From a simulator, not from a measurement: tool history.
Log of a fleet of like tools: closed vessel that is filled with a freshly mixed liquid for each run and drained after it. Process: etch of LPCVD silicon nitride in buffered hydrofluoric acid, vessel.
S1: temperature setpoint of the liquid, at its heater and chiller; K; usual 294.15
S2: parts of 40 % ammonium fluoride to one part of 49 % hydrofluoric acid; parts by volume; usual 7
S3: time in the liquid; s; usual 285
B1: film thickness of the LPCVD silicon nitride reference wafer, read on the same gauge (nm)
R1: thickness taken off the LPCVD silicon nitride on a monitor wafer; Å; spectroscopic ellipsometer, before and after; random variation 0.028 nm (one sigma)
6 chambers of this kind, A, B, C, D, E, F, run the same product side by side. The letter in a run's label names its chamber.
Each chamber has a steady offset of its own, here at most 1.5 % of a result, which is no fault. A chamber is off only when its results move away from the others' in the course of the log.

| run | hour | S1 | S2 | S3 | B1 | R1 |
|---|---|---|---|---|---|---|
| 1B | 3.1 | 294.15 | 7 | 285 | 99.957 | 56.567 |
| 2A | 6.7 | 294.15 | 7 | 285 | 100 | 56.608 |
| 3C | 11 | 294.15 | 7 | 285 | 100 | 58.185 |
| 4E | 14.9 | 294.15 | 7 | 285 | 100.03 | 57.322 |
| 5F | 18 | 294.15 | 7 | 285 | 100.04 | 56.033 |
| 6D | 22.4 | 294.15 | 7 | 285 | 99.987 | 56.574 |
| 7E | 26.8 | 294.15 | 7 | 285 | 99.985 | 56.769 |
| 8C | 30.3 | 294.15 | 7 | 285 | 100.02 | 57.525 |
| 9B | 33.5 | 296.15 | 5 | 285 | 99.974 | 84.293 |
| 10D | 37.9 | 296.15 | 5 | 285 | 99.975 | 84.644 |
| 11A | 40.6 | 296.15 | 5 | 285 | 100.02 | 85.552 |
| 12F | 44 | 296.15 | 5 | 285 | 100.03 | 82.838 |
| 13A | 48.4 | 296.15 | 5 | 285 | 100.05 | 85.621 |
| 14D | 52.4 | 296.15 | 5 | 285 | 99.951 | 84.961 |
| 15C | 56.7 | 294.15 | 7 | 285 | 99.969 | 56.832 |
| 16E | 60.1 | 294.15 | 7 | 285 | 100.08 | 57.919 |
| 17B | 64 | 294.15 | 7 | 285 | 100.02 | 56.359 |
| 18F | 66.6 | 298.15 | 9 | 285 | 100.01 | 53.512 |
| 19C | 70.3 | 298.15 | 9 | 285 | 100.02 | 54.944 |
| 20A | 75.1 | 298.15 | 9 | 285 | 100.01 | 53.636 |
| 21F | 80.5 | 298.15 | 9 | 285 | 99.96 | 53.444 |
| 22E | 84.3 | 298.15 | 9 | 285 | 99.994 | 55.351 |
| 23B | 89.9 | 298.15 | 9 | 285 | 99.961 | 53.499 |
| 24D | 95.1 | 298.15 | 7 | 195 | 100.01 | 47.794 |
| 25D | 100.6 | 298.15 | 7 | 195 | 100.02 | 48.016 |
| 26C | 105.2 | 298.15 | 7 | 195 | 99.998 | 49.007 |
| 27B | 109.8 | 298.15 | 7 | 195 | 99.995 | 47.961 |
| 28A | 113.8 | 298.15 | 7 | 195 | 99.996 | 48.439 |
| 29E | 118.2 | 298.15 | 7 | 195 | 99.943 | 50.169 |
| 30F | 123.4 | 294.15 | 7 | 285 | 100 | 56.299 |
| 31E | 128.5 | 294.15 | 7 | 285 | 99.958 | 58.949 |
| 32C | 132.1 | 294.15 | 7 | 285 | 100.01 | 57.717 |
| 33B | 136.5 | 294.15 | 7 | 285 | 99.96 | 56.279 |
| 34F | 140.5 | 294.15 | 7 | 285 | 99.969 | 55.925 |
| 35A | 144.3 | 294.15 | 7 | 285 | 100.04 | 56.697 |
| 36D | 148.9 | 294.15 | 7 | 285 | 99.985 | 56.258 |
| 37B | 153.2 | 294.15 | 7 | 285 | 99.986 | 56.249 |
| 38E | 155.9 | 294.15 | 7 | 285 | 99.974 | 59.516 |
| 39F | 159.7 | 294.15 | 7 | 285 | 100.01 | 56.378 |

Next, every chamber runs the same settings. What will each give?
| 40A | 163.8 | 294.15 | 7 | 285 |  | ? |
| 40B | 163.8 | 294.15 | 7 | 285 |  | ? |
| 40C | 163.8 | 294.15 | 7 | 285 |  | ? |
| 40D | 163.8 | 294.15 | 7 | 285 |  | ? |
| 40E | 163.8 | 294.15 | 7 | 285 |  | ? |
| 40F | 163.8 | 294.15 | 7 | 285 |  | ? |

| run | R1 |
|---|---|
| 40A | 57.032 |
| 40B | 56.785 |
| 40C | 57.693 |
| 40D | 56.929 |
| 40E | 59.923 |
| 40F | 56.532 |
